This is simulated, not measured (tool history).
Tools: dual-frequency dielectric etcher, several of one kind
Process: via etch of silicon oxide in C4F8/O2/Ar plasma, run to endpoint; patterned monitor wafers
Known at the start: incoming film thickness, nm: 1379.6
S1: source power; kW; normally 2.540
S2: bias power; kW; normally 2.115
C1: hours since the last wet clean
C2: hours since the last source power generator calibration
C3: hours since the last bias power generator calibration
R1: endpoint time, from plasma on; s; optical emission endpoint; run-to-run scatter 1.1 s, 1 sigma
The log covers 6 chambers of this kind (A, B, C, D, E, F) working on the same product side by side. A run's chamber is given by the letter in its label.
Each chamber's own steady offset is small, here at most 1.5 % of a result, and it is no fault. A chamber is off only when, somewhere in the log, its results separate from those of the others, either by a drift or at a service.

run   hour     S1     S2     C1      C2      C3      R1
 1A    6.2  2.540  2.115  148.5  1241.2  3838.5  244.81
 2D   10.8  2.540  2.115  379.6  2378.5  1884.9  245.59
 3E   16.2  2.540  2.115  186.7   605.4  1118.3  241.82
 4C   20.7  2.540  2.115  260.1  2708.7  2367.9  240.94
 5F   29.4  2.540  2.115  142.9  1237.9  2709.9  241.00
 6B   37.6  2.540  2.115  442.1  1919.3  1229.8  246.38
 7D   47.2  2.540  2.115  416.0  2414.9  1921.3  244.34
 8B   51.7  2.220  2.386  456.2  1933.4  1243.9  252.01
 9F   59.0  2.220  2.386  172.5  1267.5  2739.5  245.64
10E   64.6  2.220  2.386  235.1   653.8  1166.7  244.49
11A   73.9  2.220  2.386  216.2  1308.9  3906.2  249.54
12C   82.4  2.220  2.386  321.8  2770.4  2429.6  247.40
13B   87.7  2.220  2.386  492.2  1969.4  1279.9  250.82
14A   96.2  2.540  2.115  238.5  1331.2  3928.5  245.02
15D  102.6  2.540  1.761  471.4  2470.3  1976.7  259.58
16C  109.6  2.540  1.761  349.0  2797.6  2456.8  256.05
17F  115.0  2.540  1.761  228.5  1323.5  2795.5  254.30
     116.6  -- chamber C: wet clean of the chamber
18E  123.6  2.540  1.761  294.1   712.8  1225.7  253.91
19C  132.3  2.540  1.761   15.8  2820.3  2479.5  253.55
20D  137.3  2.540  1.761  506.1  2505.0  2011.4  258.48
21A  145.5  2.540  2.115  287.8  1380.5  3977.8  244.38
22F  151.2  2.540  2.115  264.7  1359.7  2831.7  238.28
23E  158.5  2.540  2.115  329.0   747.7  1260.6  243.44
24B  167.3  2.540  2.115  571.8  2049.0  1359.5  247.44
25A  172.0  2.540  2.115  314.3  1407.0  4004.3  245.11
26B  180.7  2.540  2.115  585.2  2062.4  1372.9  246.57
27C  188.3  2.540  2.115   71.8  2876.3  2535.5  241.34
28E  193.0  2.540  2.115  363.5   782.2  1295.1  242.63
29F  197.7  2.540  2.115  311.2  1406.2  2878.2  240.89
30D  203.4  2.540  2.115  572.2  2571.1  2077.5  247.33
31B  208.5  2.540  2.115  613.0  2090.2  1400.7  246.92
32C  215.0  2.540  2.115   98.5  2903.0  2562.2  241.27
33F  223.3  2.540  2.115  336.8  1431.8  2903.8  241.53
34E  231.9  2.540  2.115  402.4   821.1  1334.0  244.38
35D  236.4  2.540  2.115  605.2  2604.1  2110.5  247.41
36A  243.0  2.540  1.597  385.3  1478.0  4075.3  263.13
37E  251.1  2.540  1.597  421.6   840.3  1353.2  263.15

Has any chamber moved away from the others, gradually or after a service, or does the common gauge drift, or do the chambers differ only by their own small steady offsets? State the chamber and the most likely cause if one applies.

Beyond each chamber's small constant offset nothing stands out, and the gauge stays steady.
